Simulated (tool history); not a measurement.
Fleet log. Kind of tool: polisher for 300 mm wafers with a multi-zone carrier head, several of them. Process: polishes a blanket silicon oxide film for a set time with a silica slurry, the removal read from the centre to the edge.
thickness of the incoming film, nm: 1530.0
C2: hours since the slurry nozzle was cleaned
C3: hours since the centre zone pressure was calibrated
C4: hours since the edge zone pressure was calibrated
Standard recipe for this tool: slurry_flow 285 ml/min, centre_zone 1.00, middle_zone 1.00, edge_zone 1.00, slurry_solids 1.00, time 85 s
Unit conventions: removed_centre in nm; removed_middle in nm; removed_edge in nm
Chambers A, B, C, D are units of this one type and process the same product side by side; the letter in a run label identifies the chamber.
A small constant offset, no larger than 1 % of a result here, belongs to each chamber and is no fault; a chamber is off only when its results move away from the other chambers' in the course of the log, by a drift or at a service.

{"run": "1D", "day": 0.367, "slurry_flow": 285, "centre_zone": 1.0, "middle_zone": 1.0, "edge_zone": 1.0, "slurry_solids": 1.0, "time": 85, "wafers polished on this pad": 606, "C2": 354.7, "C3": 1325.2, "C4": 23.3, "removed_centre": 328.67, "removed_middle": 328.24, "removed_edge": 328.87}
{"run": "2B", "day": 0.7, "slurry_flow": 285, "centre_zone": 1.0, "middle_zone": 1.0, "edge_zone": 1.0, "slurry_solids": 1.0, "time": 85, "wafers polished on this pad": 296, "C2": 611.8, "C3": 568.9, "C4": 475.5, "removed_centre": 329.78, "removed_middle": 325.83, "removed_edge": 329.46}
{"run": "3A", "day": 0.979, "slurry_flow": 285, "centre_zone": 1.0, "middle_zone": 1.0, "edge_zone": 1.0, "slurry_solids": 1.0, "time": 85, "wafers polished on this pad": 439, "C2": 396.0, "C3": 48.1, "C4": 345.5, "removed_centre": 326.78, "removed_middle": 331.58, "removed_edge": 333.6}
{"run": "4C", "day": 1.179, "slurry_flow": 285, "centre_zone": 1.0, "middle_zone": 1.0, "edge_zone": 1.0, "slurry_solids": 1.0, "time": 85, "wafers polished on this pad": 588, "C2": 227.4, "C3": 225.3, "C4": 239.5, "removed_centre": 331.44, "removed_middle": 331.27, "removed_edge": 329.85}
{"day": 1.308, "done": "chamber D: worn pad replaced by a new one"}
{"run": "5B", "day": 1.388, "slurry_flow": 285, "centre_zone": 1.0, "middle_zone": 1.0, "edge_zone": 1.0, "slurry_solids": 1.0, "time": 85, "wafers polished on this pad": 502, "C2": 628.3, "C3": 585.4, "C4": 492.0, "removed_centre": 327.09, "removed_middle": 324.03, "removed_edge": 329.62}
{"run": "6D", "day": 1.608, "slurry_flow": 285, "centre_zone": 1.0, "middle_zone": 1.0, "edge_zone": 1.0, "slurry_solids": 1.0, "time": 85, "wafers polished on this pad": 90, "C2": 384.5, "C3": 1355.0, "C4": 53.1, "removed_centre": 330.2, "removed_middle": 336.86, "removed_edge": 331.74}
{"run": "7C", "day": 1.946, "slurry_flow": 285, "centre_zone": 1.0, "middle_zone": 1.0, "edge_zone": 1.04, "slurry_solids": 1.0, "time": 98, "wafers polished on this pad": 817, "C2": 245.8, "C3": 243.7, "C4": 257.9, "removed_centre": 378.0, "removed_middle": 378.36, "removed_edge": 392.5}
{"run": "8A", "day": 2.267, "slurry_flow": 285, "centre_zone": 1.0, "middle_zone": 1.0, "edge_zone": 1.04, "slurry_solids": 1.0, "time": 98, "wafers polished on this pad": 823, "C2": 426.9, "C3": 79.0, "C4": 376.4, "removed_centre": 378.59, "removed_middle": 380.63, "removed_edge": 396.75}
{"day": 2.346, "done": "chamber C: worn pad replaced by a new one"}
{"run": "9D", "day": 2.633, "slurry_flow": 285, "centre_zone": 1.0, "middle_zone": 1.0, "edge_zone": 1.04, "slurry_solids": 1.0, "time": 98, "wafers polished on this pad": 396, "C2": 409.1, "C3": 1379.6, "C4": 77.7, "removed_centre": 379.63, "removed_middle": 382.38, "removed_edge": 379.25}
{"day": 2.662, "done": "chamber B: worn pad replaced by a new one"}
{"run": "10B", "day": 3.071, "slurry_flow": 285, "centre_zone": 1.0, "middle_zone": 1.0, "edge_zone": 1.04, "slurry_solids": 1.0, "time": 98, "wafers polished on this pad": 122, "C2": 668.7, "C3": 625.8, "C4": 532.4, "removed_centre": 379.5, "removed_middle": 377.22, "removed_edge": 398.05}
{"day": 3.379, "done": "chamber D: slurry nozzle cleaned"}
{"run": "11C", "day": 3.4, "slurry_flow": 285, "centre_zone": 1.0, "middle_zone": 1.06, "edge_zone": 1.08, "slurry_solids": 1.0, "time": 85, "wafers polished on this pad": 315, "C2": 280.7, "C3": 278.6, "C4": 292.8, "removed_centre": 331.31, "removed_middle": 346.45, "removed_edge": 348.97}
{"day": 3.696, "done": "chamber D: worn pad replaced by a new one"}
{"run": "12A", "day": 3.783, "slurry_flow": 285, "centre_zone": 1.0, "middle_zone": 1.06, "edge_zone": 1.08, "slurry_solids": 1.0, "time": 85, "wafers polished on this pad": 1276, "C2": 463.3, "C3": 115.4, "C4": 412.8, "removed_centre": 333.15, "removed_middle": 350.97, "removed_edge": 345.87}
{"run": "13C", "day": 4.012, "slurry_flow": 285, "centre_zone": 1.0, "middle_zone": 1.06, "edge_zone": 1.08, "slurry_solids": 1.0, "time": 85, "wafers polished on this pad": 498, "C2": 295.4, "C3": 293.3, "C4": 307.5, "removed_centre": 329.18, "removed_middle": 352.3, "removed_edge": 346.96}
{"run": "14D", "day": 4.212, "slurry_flow": 285, "centre_zone": 1.0, "middle_zone": 1.06, "edge_zone": 1.08, "slurry_solids": 1.0, "time": 85, "wafers polished on this pad": 154, "C2": 20.0, "C3": 1417.5, "C4": 115.6, "removed_centre": 332.26, "removed_middle": 343.88, "removed_edge": 345.9}
{"run": "15B", "day": 4.583, "slurry_flow": 285, "centre_zone": 1.0, "middle_zone": 1.0, "edge_zone": 1.0, "slurry_solids": 1.0, "time": 85, "wafers polished on this pad": 574, "C2": 705.0, "C3": 662.1, "C4": 568.7, "removed_centre": 334.13, "removed_middle": 324.59, "removed_edge": 325.3}
{"run": "16A", "day": 5.004, "slurry_flow": 285, "centre_zone": 0.91, "middle_zone": 1.0, "edge_zone": 1.0, "slurry_solids": 1.0, "time": 85, "wafers polished on this pad": 1641, "C2": 492.6, "C3": 144.7, "C4": 442.1, "removed_centre": 292.48, "removed_middle": 331.49, "removed_edge": 326.55}
{"day": 5.212, "done": "chamber D: centre zone pressure recalibrated"}
{"run": "17D", "day": 5.4, "slurry_flow": 285, "centre_zone": 0.91, "middle_zone": 1.0, "edge_zone": 1.0, "slurry_solids": 1.0, "time": 85, "wafers polished on this pad": 509, "C2": 48.5, "C3": 4.6, "C4": 144.1, "removed_centre": 297.63, "removed_middle": 327.65, "removed_edge": 324.05}
{"day": 5.438, "done": "chamber C: worn pad replaced by a new one"}
{"run": "18C", "day": 5.654, "slurry_flow": 285, "centre_zone": 0.91, "middle_zone": 1.0, "edge_zone": 1.0, "slurry_solids": 1.0, "time": 85, "wafers polished on this pad": 64, "C2": 334.8, "C3": 332.7, "C4": 346.9, "removed_centre": 299.78, "removed_middle": 334.28, "removed_edge": 332.52}
{"day": 5.667, "done": "chamber B: worn pad replaced by a new one"}
{"day": 5.746, "done": "chamber B: centre zone pressure recalibrated"}
{"run": "19A", "day": 6.012, "slurry_flow": 285, "centre_zone": 0.91, "middle_zone": 1.0, "edge_zone": 1.0, "slurry_solids": 1.0, "time": 85, "wafers polished on this pad": 1942, "C2": 516.8, "C3": 168.9, "C4": 466.3, "removed_centre": 294.4, "removed_middle": 329.16, "removed_edge": 332.94}
{"run": "20B", "day": 6.242, "slurry_flow": 285, "centre_zone": 1.0, "middle_zone": 1.0, "edge_zone": 1.0, "slurry_solids": 1.0, "time": 85, "wafers polished on this pad": 172, "C2": 744.8, "C3": 11.9, "C4": 608.5, "removed_centre": 329.0, "removed_middle": 328.9, "removed_edge": 330.26}
{"day": 6.358, "done": "chamber D: worn pad replaced by a new one"}
{"run": "21B", "day": 6.588, "slurry_flow": 285, "centre_zone": 1.0, "middle_zone": 1.0, "edge_zone": 1.0, "slurry_solids": 1.0, "time": 85, "wafers polished on this pad": 275, "C2": 753.1, "C3": 20.2, "C4": 616.8, "removed_centre": 331.43, "removed_middle": 323.78, "removed_edge": 330.95}
{"run": "22A", "day": 6.858, "slurry_flow": 285, "centre_zone": 1.0, "middle_zone": 1.0, "edge_zone": 1.0, "slurry_solids": 1.0, "time": 85, "wafers polished on this pad": 2194, "C2": 537.1, "C3": 189.2, "C4": 486.6, "removed_centre": 327.6, "removed_middle": 326.16, "removed_edge": 328.74}
{"run": "23D", "day": 7.254, "slurry_flow": 285, "centre_zone": 1.0, "middle_zone": 1.0, "edge_zone": 1.0, "slurry_solids": 1.0, "time": 85, "wafers polished on this pad": 268, "C2": 93.0, "C3": 49.1, "C4": 188.6, "removed_centre": 320.7, "removed_middle": 331.7, "removed_edge": 325.13}
{"run": "24C", "day": 7.588, "slurry_flow": 285, "centre_zone": 0.9, "middle_zone": 1.0, "edge_zone": 1.0, "slurry_solids": 1.0, "time": 85, "wafers polished on this pad": 642, "C2": 381.2, "C3": 379.1, "C4": 393.3, "removed_centre": 291.15, "removed_middle": 329.29, "removed_edge": 332.55}
{"run": "25A", "day": 7.925, "slurry_flow": 285, "centre_zone": 0.9, "middle_zone": 1.0, "edge_zone": 1.0, "slurry_solids": 1.0, "time": 85, "wafers polished on this pad": 2513, "C2": 562.7, "C3": 214.8, "C4": 512.2, "removed_centre": 289.43, "removed_middle": 321.31, "removed_edge": 330.65}
{"day": 7.967, "done": "chamber C: worn pad replaced by a new one"}
{"run": "26D", "day": 8.354, "slurry_flow": 285, "centre_zone": 0.9, "middle_zone": 1.0, "edge_zone": 1.0, "slurry_solids": 1.0, "time": 85, "wafers polished on this pad": 596, "C2": 119.4, "C3": 75.5, "C4": 215.0, "removed_centre": 288.63, "removed_middle": 331.79, "removed_edge": 330.3}
{"day": 8.604, "done": "chamber B: worn pad replaced by a new one"}
{"run": "27B", "day": 8.742, "slurry_flow": 285, "centre_zone": 0.9, "middle_zone": 1.0, "edge_zone": 1.0, "slurry_solids": 1.0, "time": 85, "wafers polished on this pad": 41, "C2": 804.8, "C3": 71.9, "C4": 668.5, "removed_centre": 297.67, "removed_middle": 331.87, "removed_edge": 335.02}
{"day": 8.767, "done": "chamber D: worn pad replaced by a new one"}
{"run": "28C", "day": 8.946, "slurry_flow": 285, "centre_zone": 1.0, "middle_zone": 1.0, "edge_zone": 1.0, "slurry_solids": 1.0, "time": 85, "wafers polished on this pad": 292, "C2": 413.8, "C3": 411.7, "C4": 425.9, "removed_centre": 327.93, "removed_middle": 331.58, "removed_edge": 329.84}
{"run": "29C", "day": 9.146, "slurry_flow": 285, "centre_zone": 1.0, "middle_zone": 1.0, "edge_zone": 1.0, "slurry_solids": 1.0, "time": 85, "wafers polished on this pad": 352, "C2": 418.6, "C3": 416.5, "C4": 430.7, "removed_centre": 331.69, "removed_middle": 334.07, "removed_edge": 333.38}
{"run": "30A", "day": 9.525, "slurry_flow": 285, "centre_zone": 1.0, "middle_zone": 1.0, "edge_zone": 1.0, "slurry_solids": 1.0, "time": 85, "wafers polished on this pad": 2990, "C2": 601.1, "C3": 253.2, "C4": 550.6, "removed_centre": 321.19, "removed_middle": 322.32, "removed_edge": 316.56}
{"run": "31B", "day": 9.771, "slurry_flow": 285, "centre_zone": 1.0, "middle_zone": 1.09, "edge_zone": 1.0, "slurry_solids": 1.0, "time": 85, "wafers polished on this pad": 348, "C2": 829.5, "C3": 96.6, "C4": 693.2, "removed_centre": 331.33, "removed_middle": 353.79, "removed_edge": 326.78}
{"run": "32D", "day": 10.196, "slurry_flow": 285, "centre_zone": 1.0, "middle_zone": 1.09, "edge_zone": 1.0, "slurry_solids": 1.0, "time": 85, "wafers polished on this pad": 427, "C2": 163.6, "C3": 119.7, "C4": 259.2, "removed_centre": 328.66, "removed_middle": 359.18, "removed_edge": 325.62}
{"run": "33D", "day": 10.417, "slurry_flow": 285, "centre_zone": 1.0, "middle_zone": 1.09, "edge_zone": 1.0, "slurry_solids": 1.0, "time": 85, "wafers polished on this pad": 493, "C2": 168.9, "C3": 125.0, "C4": 264.5, "removed_centre": 328.77, "removed_middle": 356.43, "removed_edge": 328.12}
{"day": 10.512, "done": "chamber C: worn pad replaced by a new one"}
{"run": "34C", "day": 10.725, "slurry_flow": 285, "centre_zone": 1.0, "middle_zone": 1.09, "edge_zone": 1.0, "slurry_solids": 1.0, "time": 85, "wafers polished on this pad": 64, "C2": 456.5, "C3": 454.4, "C4": 468.6, "removed_centre": 329.92, "removed_middle": 357.97, "removed_edge": 323.45}
{"day": 10.908, "done": "chamber C: edge zone pressure recalibrated"}
{"run": "35B", "day": 10.921, "slurry_flow": 285, "centre_zone": 1.0, "middle_zone": 1.0, "edge_zone": 1.0, "slurry_solids": 1.0, "time": 85, "wafers polished on this pad": 691, "C2": 857.1, "C3": 124.2, "C4": 720.8, "removed_centre": 328.78, "removed_middle": 331.67, "removed_edge": 326.94}
{"run": "36A", "day": 11.15, "slurry_flow": 285, "centre_zone": 1.0, "middle_zone": 1.0, "edge_zone": 1.0, "slurry_solids": 1.0, "time": 85, "wafers polished on this pad": 3476, "C2": 640.1, "C3": 292.2, "C4": 589.6, "removed_centre": 317.77, "removed_middle": 316.43, "removed_edge": 318.7}
{"run": "37B", "day": 11.454, "slurry_flow": 285, "centre_zone": 1.05, "middle_zone": 1.0, "edge_zone": 1.0, "slurry_solids": 1.0, "time": 85, "wafers polished on this pad": 851, "C2": 869.9, "C3": 137.0, "C4": 733.6, "removed_centre": 346.52, "removed_middle": 331.84, "removed_edge": 332.3}
{"day": 11.504, "done": "chamber D: worn pad replaced by a new one"}
{"day": 11.692, "done": "chamber B: worn pad replaced by a new one"}
{"run": "38D", "day": 11.758, "slurry_flow": 285, "centre_zone": 1.05, "middle_zone": 1.0, "edge_zone": 1.0, "slurry_solids": 1.0, "time": 85, "wafers polished on this pad": 76, "C2": 201.1, "C3": 157.2, "C4": 296.7, "removed_centre": 349.07, "removed_middle": 329.64, "removed_edge": 328.39}
{"run": "39A", "day": 12.167, "slurry_flow": 285, "centre_zone": 1.05, "middle_zone": 1.0, "edge_zone": 1.0, "slurry_solids": 1.0, "time": 85, "wafers polished on this pad": 3779, "C2": 664.5, "C3": 316.6, "C4": 614.0, "removed_centre": 334.56, "removed_middle": 313.19, "removed_edge": 321.59}
{"run": "40C", "day": 12.596, "slurry_flow": 285, "centre_zone": 1.05, "middle_zone": 1.0, "edge_zone": 1.0, "slurry_solids": 1.0, "time": 85, "wafers polished on this pad": 623, "C2": 501.4, "C3": 499.3, "C4": 40.6, "removed_centre": 350.95, "removed_middle": 334.41, "removed_edge": 331.77}
{"run": "41D", "day": 12.971, "slurry_flow": 285, "centre_zone": 1.0, "middle_zone": 1.0, "edge_zone": 1.0, "slurry_solids": 1.0, "time": 85, "wafers polished on this pad": 438, "C2": 230.2, "C3": 186.3, "C4": 325.8, "removed_centre": 331.67, "removed_middle": 332.0, "removed_edge": 324.11}
{"day": 13.242, "done": "chamber C: centre zone pressure recalibrated"}
{"run": "42B", "day": 13.283, "slurry_flow": 285, "centre_zone": 1.0, "middle_zone": 1.0, "edge_zone": 1.0, "slurry_solids": 1.0, "time": 85, "wafers polished on this pad": 476, "C2": 913.8, "C3": 180.9, "C4": 777.5, "removed_centre": 323.81, "removed_middle": 325.48, "removed_edge": 327.82}
{"run": "43C", "day": 13.575, "slurry_flow": 285, "centre_zone": 1.0, "middle_zone": 1.09, "edge_zone": 1.0, "slurry_solids": 0.75, "time": 85, "wafers polished on this pad": 915, "C2": 524.9, "C3": 8.0, "C4": 64.1, "removed_centre": 285.18, "removed_middle": 311.83, "removed_edge": 281.94}
{"day": 13.579, "done": "chamber A: slurry nozzle cleaned"}
{"run": "44A", "day": 13.988, "slurry_flow": 285, "centre_zone": 1.0, "middle_zone": 1.09, "edge_zone": 1.0, "slurry_solids": 0.75, "time": 85, "wafers polished on this pad": 4323, "C2": 9.8, "C3": 360.3, "C4": 657.7, "removed_centre": 270.03, "removed_middle": 298.27, "removed_edge": 270.3}

Predict what each chamber gives when all 4 of them run the settings below next.
{"run": "45A", "day": 14.304, "slurry_flow": 285, "centre_zone": 0.94, "middle_zone": 1.0, "edge_zone": 1.0, "slurry_solids": 1.0, "time": 85, "removed_centre": "?", "removed_middle": "?", "removed_edge": "?"}
{"run": "45B", "day": 14.304, "slurry_flow": 285, "centre_zone": 0.94, "middle_zone": 1.0, "edge_zone": 1.0, "slurry_solids": 1.0, "time": 85, "removed_centre": "?", "removed_middle": "?", "removed_edge": "?"}
{"run": "45C", "day": 14.304, "slurry_flow": 285, "centre_zone": 0.94, "middle_zone": 1.0, "edge_zone": 1.0, "slurry_solids": 1.0, "time": 85, "removed_centre": "?", "removed_middle": "?", "removed_edge": "?"}
{"run": "45D", "day": 14.304, "slurry_flow": 285, "centre_zone": 0.94, "middle_zone": 1.0, "edge_zone": 1.0, "slurry_solids": 1.0, "time": 85, "removed_centre": "?", "removed_middle": "?", "removed_edge": "?"}

run=45A removed_centre=291.85 removed_middle=314.72 removed_edge=311.48
run=45B removed_centre=312.99 removed_middle=330.61 removed_edge=329.68
run=45C removed_centre=309.65 removed_middle=333.86 removed_edge=329.50
run=45D removed_centre=304.71 removed_middle=334.98 removed_edge=329.32

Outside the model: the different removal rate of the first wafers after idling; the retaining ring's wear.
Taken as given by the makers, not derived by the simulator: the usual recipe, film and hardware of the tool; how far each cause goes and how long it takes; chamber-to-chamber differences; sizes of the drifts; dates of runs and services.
